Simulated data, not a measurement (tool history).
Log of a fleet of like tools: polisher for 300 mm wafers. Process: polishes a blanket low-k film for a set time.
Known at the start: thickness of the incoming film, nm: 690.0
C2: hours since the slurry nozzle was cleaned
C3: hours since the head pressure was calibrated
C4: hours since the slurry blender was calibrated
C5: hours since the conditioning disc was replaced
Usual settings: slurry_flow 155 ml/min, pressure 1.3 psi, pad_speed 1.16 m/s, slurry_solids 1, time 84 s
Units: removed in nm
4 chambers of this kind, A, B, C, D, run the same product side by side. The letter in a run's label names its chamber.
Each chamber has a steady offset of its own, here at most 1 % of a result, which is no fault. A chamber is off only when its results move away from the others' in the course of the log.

-- day=0.071 chamber C: worn pad replaced by a new one
run 1C day=0.112 | slurry_flow=155 pressure=1.3 pad_speed=1.16 slurry_solids=1 time=84 | wafers_polished_on_this_pad=8 C2=761.8 C3=410.3 C4=97.2 C5=52.4 | removed=26.582
run 2B day=0.312 | slurry_flow=155 pressure=1.3 pad_speed=1.16 slurry_solids=1 time=84 | wafers_polished_on_this_pad=260 C2=447.3 C3=286.1 C4=203.9 C5=209.8 | removed=26.305
run 3D day=0.425 | slurry_flow=155 pressure=1.3 pad_speed=1.16 slurry_solids=1 time=84 | wafers_polished_on_this_pad=595 C2=96.1 C3=679.3 C4=83.6 C5=33.8 | removed=26.276
-- day=0.433 chamber C: slurry nozzle cleaned
run 4A day=0.65 | slurry_flow=155 pressure=1.3 pad_speed=1.16 slurry_solids=1 time=84 | wafers_polished_on_this_pad=254 C2=587 C3=1009.2 C4=155 C5=586.8 | removed=25.988
-- day=0.779 chamber B: conditioning disc replaced and pad reconditioned
run 5C day=0.829 | slurry_flow=155 pressure=1 pad_speed=1.16 slurry_solids=1 time=106 | wafers_polished_on_this_pad=137 C2=9.5 C3=427.5 C4=114.4 C5=69.6 | removed=25.574
run 6A day=1.029 | slurry_flow=155 pressure=1 pad_speed=1.16 slurry_solids=1 time=106 | wafers_polished_on_this_pad=323 C2=596.1 C3=1018.3 C4=164.1 C5=595.9 | removed=25.171
run 7D day=1.217 | slurry_flow=155 pressure=1 pad_speed=1.16 slurry_solids=1 time=106 | wafers_polished_on_this_pad=738 C2=115.1 C3=698.3 C4=102.6 C5=52.8 | removed=25.638
-- day=1.375 chamber B: slurry nozzle cleaned
run 8B day=1.417 | slurry_flow=155 pressure=1 pad_speed=1.16 slurry_solids=1 time=106 | wafers_polished_on_this_pad=459 C2=1 C3=312.6 C4=230.4 C5=15.4 | removed=25.397
-- day=1.525 chamber C: slurry blender recalibrated
run 9B day=1.629 | slurry_flow=155 pressure=1.3 pad_speed=1.16 slurry_solids=1 time=84 | wafers_polished_on_this_pad=497 C2=6.1 C3=317.7 C4=235.5 C5=20.5 | removed=26.384
run 10D day=1.875 | slurry_flow=155 pressure=1.3 pad_speed=1.32 slurry_solids=1 time=84 | wafers_polished_on_this_pad=857 C2=130.9 C3=714.1 C4=118.4 C5=68.6 | removed=29.642
run 11C day=2.038 | slurry_flow=155 pressure=1.3 pad_speed=1.32 slurry_solids=1 time=84 | wafers_polished_on_this_pad=355 C2=38.5 C3=456.5 C4=12.3 C5=98.6 | removed=29.259
run 12A day=2.208 | slurry_flow=155 pressure=1.3 pad_speed=1.32 slurry_solids=1 time=84 | wafers_polished_on_this_pad=535 C2=624.4 C3=1046.6 C4=192.4 C5=624.2 | removed=28.596
run 13B day=2.429 | slurry_flow=155 pressure=1.3 pad_speed=1.32 slurry_solids=1 time=84 | wafers_polished_on_this_pad=641 C2=25.3 C3=336.9 C4=254.7 C5=39.7 | removed=29.346
-- day=2.525 chamber A: conditioning disc replaced and pad reconditioned
run 14A day=2.671 | slurry_flow=155 pressure=1.3 pad_speed=1.16 slurry_solids=1 time=84 | wafers_polished_on_this_pad=619 C2=635.5 C3=1057.7 C4=203.5 C5=3.5 | removed=26.016
run 15C day=2.833 | slurry_flow=155 pressure=1.3 pad_speed=1.16 slurry_solids=1 time=84 | wafers_polished_on_this_pad=498 C2=57.6 C3=475.6 C4=31.4 C5=117.7 | removed=26.123
run 16D day=2.95 | slurry_flow=155 pressure=1.3 pad_speed=1.16 slurry_solids=1 time=84 | wafers_polished_on_this_pad=1051 C2=156.7 C3=739.9 C4=144.2 C5=94.4 | removed=26.19
run 17A day=3.088 | slurry_flow=130 pressure=1.3 pad_speed=1.16 slurry_solids=1 time=99 | wafers_polished_on_this_pad=694 C2=645.5 C3=1067.7 C4=213.5 C5=13.5 | removed=29.511
-- day=3.225 chamber C: worn pad replaced by a new one
run 18B day=3.271 | slurry_flow=130 pressure=1.3 pad_speed=1.16 slurry_solids=1 time=99 | wafers_polished_on_this_pad=793 C2=45.5 C3=357.1 C4=274.9 C5=59.9 | removed=29.57
-- day=3.296 chamber A: slurry nozzle cleaned
-- day=3.35 chamber D: head pressure recalibrated
run 19C day=3.404 | slurry_flow=130 pressure=1.3 pad_speed=1.16 slurry_solids=1 time=99 | wafers_polished_on_this_pad=32 C2=71.3 C3=489.3 C4=45.1 C5=131.4 | removed=29.606
run 20D day=3.621 | slurry_flow=130 pressure=1.3 pad_speed=1.16 slurry_solids=1 time=99 | wafers_polished_on_this_pad=1172 C2=172.8 C3=6.6 C4=160.3 C5=110.5 | removed=31.994
-- day=3.721 chamber A: worn pad replaced by a new one
run 21D day=3.804 | slurry_flow=155 pressure=1.3 pad_speed=1.16 slurry_solids=1 time=84 | wafers_polished_on_this_pad=1205 C2=177.2 C3=11 C4=164.7 C5=114.9 | removed=27.894
-- day=3.992 chamber B: worn pad replaced by a new one
run 22B day=4.017 | slurry_flow=155 pressure=1.3 pad_speed=1.16 slurry_solids=1 time=84 | wafers_polished_on_this_pad=4 C2=63.4 C3=375 C4=292.8 C5=77.8 | removed=26.035
run 23A day=4.171 | slurry_flow=155 pressure=1.3 pad_speed=1.16 slurry_solids=1 time=84 | wafers_polished_on_this_pad=81 C2=21.1 C3=1093.7 C4=239.5 C5=39.5 | removed=25.834
run 24C day=4.417 | slurry_flow=155 pressure=1.3 pad_speed=1.16 slurry_solids=1 time=84 | wafers_polished_on_this_pad=214 C2=95.6 C3=513.6 C4=69.4 C5=155.7 | removed=26.093
-- day=4.525 chamber D: worn pad replaced by a new one
run 25D day=4.625 | slurry_flow=155 pressure=1.3 pad_speed=1.16 slurry_solids=1 time=84 | wafers_polished_on_this_pad=18 C2=196.9 C3=30.7 C4=184.4 C5=134.6 | removed=28.028
run 26C day=4.867 | slurry_flow=155 pressure=1.3 pad_speed=1.16 slurry_solids=1 time=84 | wafers_polished_on_this_pad=296 C2=106.4 C3=524.4 C4=80.2 C5=166.5 | removed=26.35
run 27B day=5 | slurry_flow=155 pressure=1.3 pad_speed=1.16 slurry_solids=1.15 time=84 | wafers_polished_on_this_pad=182 C2=87 C3=398.6 C4=316.4 C5=101.4 | removed=27.375
run 28A day=5.212 | slurry_flow=155 pressure=1.3 pad_speed=1.16 slurry_solids=1.15 time=84 | wafers_polished_on_this_pad=269 C2=46.1 C3=1118.7 C4=264.5 C5=64.5 | removed=28.115
run 29C day=5.396 | slurry_flow=155 pressure=1.3 pad_speed=1.16 slurry_solids=1.15 time=84 | wafers_polished_on_this_pad=391 C2=119.1 C3=537.1 C4=92.9 C5=179.2 | removed=27.42
run 30D day=5.592 | slurry_flow=155 pressure=1.3 pad_speed=1.16 slurry_solids=1.15 time=84 | wafers_polished_on_this_pad=192 C2=220.1 C3=53.9 C4=207.6 C5=157.8 | removed=30.037
run 31B day=5.812 | slurry_flow=155 pressure=1.3 pad_speed=1.16 slurry_solids=1 time=84 | wafers_polished_on_this_pad=328 C2=106.5 C3=418.1 C4=335.9 C5=120.9 | removed=26.397
-- day=5.854 chamber C: head pressure recalibrated
run 32A day=6.017 | slurry_flow=155 pressure=1.3 pad_speed=1.16 slurry_solids=1 time=84 | wafers_polished_on_this_pad=414 C2=65.4 C3=1138 C4=283.8 C5=83.8 | removed=25.919
run 33D day=6.242 | slurry_flow=155 pressure=1.3 pad_speed=1.16 slurry_solids=1 time=84 | wafers_polished_on_this_pad=309 C2=235.7 C3=69.5 C4=223.2 C5=173.4 | removed=27.865
-- day=6.354 chamber C: slurry blender recalibrated
-- day=6.433 chamber C: worn pad replaced by a new one
run 34C day=6.458 | slurry_flow=155 pressure=1.5 pad_speed=1.16 slurry_solids=1 time=84 | wafers_polished_on_this_pad=4 C2=144.6 C3=14.5 C4=2.5 C5=204.7 | removed=30.719
-- day=6.512 chamber A: head pressure recalibrated
run 35A day=6.708 | slurry_flow=155 pressure=1.5 pad_speed=1.16 slurry_solids=1 time=84 | wafers_polished_on_this_pad=539 C2=82 C3=4.8 C4=300.4 C5=100.4 | removed=29.853

Is one chamber off against the others, does the gauge drift, or is nothing wrong? If a chamber is off, say which, and what the likeliest cause is.

A service left chamber D off against the others.
Cause: head's pressure above its setpoint, % = 6.56.

Here are 4 candidates for chamber D's next run, each the usual settings with a change, their results left as question marks. Which one brings its results back in line with what the others give on the usual settings?
In line means no further than this from the other chambers' mean on the usual settings: removed 0.82 nm
run 36D-1 day=6.896 | slurry_flow=155 pressure=1.3 pad_speed=1.16 slurry_solids=1.15 time=84 | removed=?
run 36D-2 day=6.896 | slurry_flow=155 pressure=1.3 pad_speed=1.06 slurry_solids=1 time=84 | removed=?
run 36D-3 day=6.896 | slurry_flow=155 pressure=1.3 pad_speed=1.16 slurry_solids=1 time=83 | removed=?
run 36D-4 day=6.896 | slurry_flow=155 pressure=1.3 pad_speed=1.16 slurry_solids=1 time=85 | removed=?

The other chambers' mean on the usual settings: removed 26.156 nm
run=36D-1 removed=29.981
run=36D-2 removed=26.201
run=36D-3 removed=27.85
run=36D-4 removed=28.521
36D-2 brings the chamber back in line.
